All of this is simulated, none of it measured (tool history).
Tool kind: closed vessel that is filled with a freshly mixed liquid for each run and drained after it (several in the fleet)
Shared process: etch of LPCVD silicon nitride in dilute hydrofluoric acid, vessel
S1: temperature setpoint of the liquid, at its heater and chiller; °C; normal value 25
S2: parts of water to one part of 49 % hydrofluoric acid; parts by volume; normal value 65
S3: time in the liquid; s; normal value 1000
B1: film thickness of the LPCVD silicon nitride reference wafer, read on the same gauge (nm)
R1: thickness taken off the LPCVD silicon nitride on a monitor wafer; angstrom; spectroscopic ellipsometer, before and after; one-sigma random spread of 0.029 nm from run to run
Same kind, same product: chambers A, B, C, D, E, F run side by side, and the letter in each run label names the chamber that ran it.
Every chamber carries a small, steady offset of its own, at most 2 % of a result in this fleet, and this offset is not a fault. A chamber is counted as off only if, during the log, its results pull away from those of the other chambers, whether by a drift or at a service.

{"run": "1E", "day": 0.204, "S1": 25, "S2": 65, "S3": 1000, "B1": 99.993, "R1": 77.927}
{"run": "2D", "day": 0.396, "S1": 25, "S2": 65, "S3": 1000, "B1": 99.975, "R1": 78.271}
{"run": "3F", "day": 0.717, "S1": 25, "S2": 65, "S3": 1000, "B1": 99.981, "R1": 77.521}
{"run": "4A", "day": 1.054, "S1": 25, "S2": 65, "S3": 1000, "B1": 99.993, "R1": 79.039}
{"run": "5B", "day": 1.362, "S1": 25, "S2": 65, "S3": 1225, "B1": 100, "R1": 95.523}
{"run": "6C", "day": 1.612, "S1": 25, "S2": 65, "S3": 1225, "B1": 100, "R1": 96.337}
{"run": "7F", "day": 2.025, "S1": 25, "S2": 65, "S3": 1225, "B1": 100, "R1": 95.85}
{"run": "8A", "day": 2.383, "S1": 25, "S2": 65, "S3": 1225, "B1": 99.987, "R1": 96.754}
{"run": "9C", "day": 2.8, "S1": 25, "S2": 65, "S3": 1225, "B1": 100.02, "R1": 95.762}
{"run": "10E", "day": 3.133, "S1": 25, "S2": 65, "S3": 1225, "B1": 100, "R1": 95.616}
{"run": "11D", "day": 3.358, "S1": 25, "S2": 65, "S3": 1000, "B1": 100.01, "R1": 78.081}
{"run": "12B", "day": 3.708, "S1": 25, "S2": 65, "S3": 1000, "B1": 100, "R1": 77.478}
{"run": "13C", "day": 4.117, "S1": 25, "S2": 65, "S3": 1000, "B1": 99.992, "R1": 77.943}
{"run": "14F", "day": 4.558, "S1": 25, "S2": 65, "S3": 1000, "B1": 99.995, "R1": 77.85}
{"run": "15E", "day": 4.833, "S1": 25, "S2": 85, "S3": 1000, "B1": 100, "R1": 60.085}
{"run": "16D", "day": 5.179, "S1": 25, "S2": 85, "S3": 1000, "B1": 99.984, "R1": 60.493}
{"run": "17A", "day": 5.596, "S1": 25, "S2": 85, "S3": 1000, "B1": 99.99, "R1": 60.843}
{"run": "18B", "day": 5.829, "S1": 25, "S2": 85, "S3": 1000, "B1": 99.992, "R1": 59.741}
{"run": "19A", "day": 6.258, "S1": 25, "S2": 85, "S3": 1000, "B1": 99.984, "R1": 60.914}
{"run": "20C", "day": 6.612, "S1": 25, "S2": 85, "S3": 1000, "B1": 100.01, "R1": 59.803}
{"run": "21E", "day": 6.888, "S1": 25, "S2": 65, "S3": 1000, "B1": 99.988, "R1": 77.49}
{"run": "22B", "day": 7.258, "S1": 25, "S2": 65, "S3": 1000, "B1": 99.993, "R1": 77.725}
{"run": "23D", "day": 7.512, "S1": 25, "S2": 65, "S3": 1000, "B1": 100.02, "R1": 78.387}
{"day": 7.604, "done": "chamber E: hydrofluoric acid flow meter replaced"}
{"run": "24F", "day": 7.858, "S1": 25, "S2": 65, "S3": 1000, "B1": 99.971, "R1": 77.432}
{"run": "25E", "day": 8.146, "S1": 25, "S2": 65, "S3": 1000, "B1": 100.03, "R1": 77.748}
{"run": "26D", "day": 8.392, "S1": 25, "S2": 65, "S3": 1000, "B1": 100.03, "R1": 78.137}
{"run": "27C", "day": 8.746, "S1": 25, "S2": 65, "S3": 1000, "B1": 100, "R1": 76.578}
{"run": "28B", "day": 9.146, "S1": 25, "S2": 65, "S3": 1000, "B1": 99.991, "R1": 77.825}
{"run": "29A", "day": 9.396, "S1": 25, "S2": 65, "S3": 1000, "B1": 100, "R1": 79.208}
{"run": "30F", "day": 9.688, "S1": 25, "S2": 65, "S3": 1000, "B1": 100.01, "R1": 78.122}
{"run": "31F", "day": 10.017, "S1": 25, "S2": 65, "S3": 1000, "B1": 100.02, "R1": 77.78}
{"run": "32E", "day": 10.346, "S1": 29, "S2": 75, "S3": 1000, "B1": 100, "R1": 88.397}
{"run": "33B", "day": 10.696, "S1": 29, "S2": 75, "S3": 1000, "B1": 100, "R1": 88.179}
{"run": "34D", "day": 11.054, "S1": 29, "S2": 75, "S3": 1000, "B1": 100, "R1": 88.721}
{"day": 11.408, "done": "chamber A: hydrofluoric acid flow meter replaced"}
{"run": "35A", "day": 11.412, "S1": 29, "S2": 75, "S3": 1000, "B1": 99.997, "R1": 89.916}
{"run": "36C", "day": 11.817, "S1": 29, "S2": 75, "S3": 1000, "B1": 99.998, "R1": 84.656}
{"day": 12.075, "done": "chamber A: thermometer replaced"}
{"run": "37E", "day": 12.133, "S1": 29, "S2": 75, "S3": 1000, "B1": 100.01, "R1": 88.287}
{"run": "38D", "day": 12.421, "S1": 29, "S2": 65, "S3": 1345, "B1": 100.01, "R1": 137.47}
{"run": "39F", "day": 12.621, "S1": 29, "S2": 65, "S3": 1345, "B1": 100, "R1": 135.24}
{"run": "40B", "day": 12.871, "S1": 29, "S2": 65, "S3": 1345, "B1": 100, "R1": 136.81}
{"run": "41C", "day": 13.1, "S1": 29, "S2": 65, "S3": 1345, "B1": 99.996, "R1": 130.3}
{"run": "42A", "day": 13.342, "S1": 29, "S2": 65, "S3": 1345, "B1": 100.01, "R1": 139.63}
{"run": "43E", "day": 13.621, "S1": 29, "S2": 65, "S3": 1345, "B1": 100.02, "R1": 136.98}

Is one chamber out of step, is the gauge drifting, or do the chambers differ by no more than their own small offsets? For an off chamber, give its letter and the likeliest cause.

It is chamber C that slowly wanders off from its peers.
Cause: hydrofluoric acid flow below the setpoint (%) = 5.06.
It could be hard to tell apart here from: liquid colder than its thermometer reads (K).

Below are 4 candidate recipes for chamber C's next run, each the usual settings with a change, their results shown as question marks. Which of them brings C's results back in line with what the other chambers give on the usual settings?
In line means no further than this from the other chambers' mean on the usual settings: R1 1 angstrom
{"run": "44C-1", "day": 13.933, "S1": 25, "S2": 65, "S3": 1050, "R1": "?"}
{"run": "44C-2", "day": 13.933, "S1": 25, "S2": 65, "S3": 1020, "R1": "?"}
{"run": "44C-3", "day": 13.933, "S1": 25, "S2": 65, "S3": 980, "R1": "?"}
{"run": "44C-4", "day": 13.933, "S1": 25, "S2": 65, "S3": 955, "R1": "?"}

The mean the other chambers reach with the usual settings: R1 78.231 angstrom
run=44C-1 R1=78.156
run=44C-2 R1=75.923
run=44C-3 R1=72.946
run=44C-4 R1=71.085
It is 44C-1 that realigns the chamber with its peers.
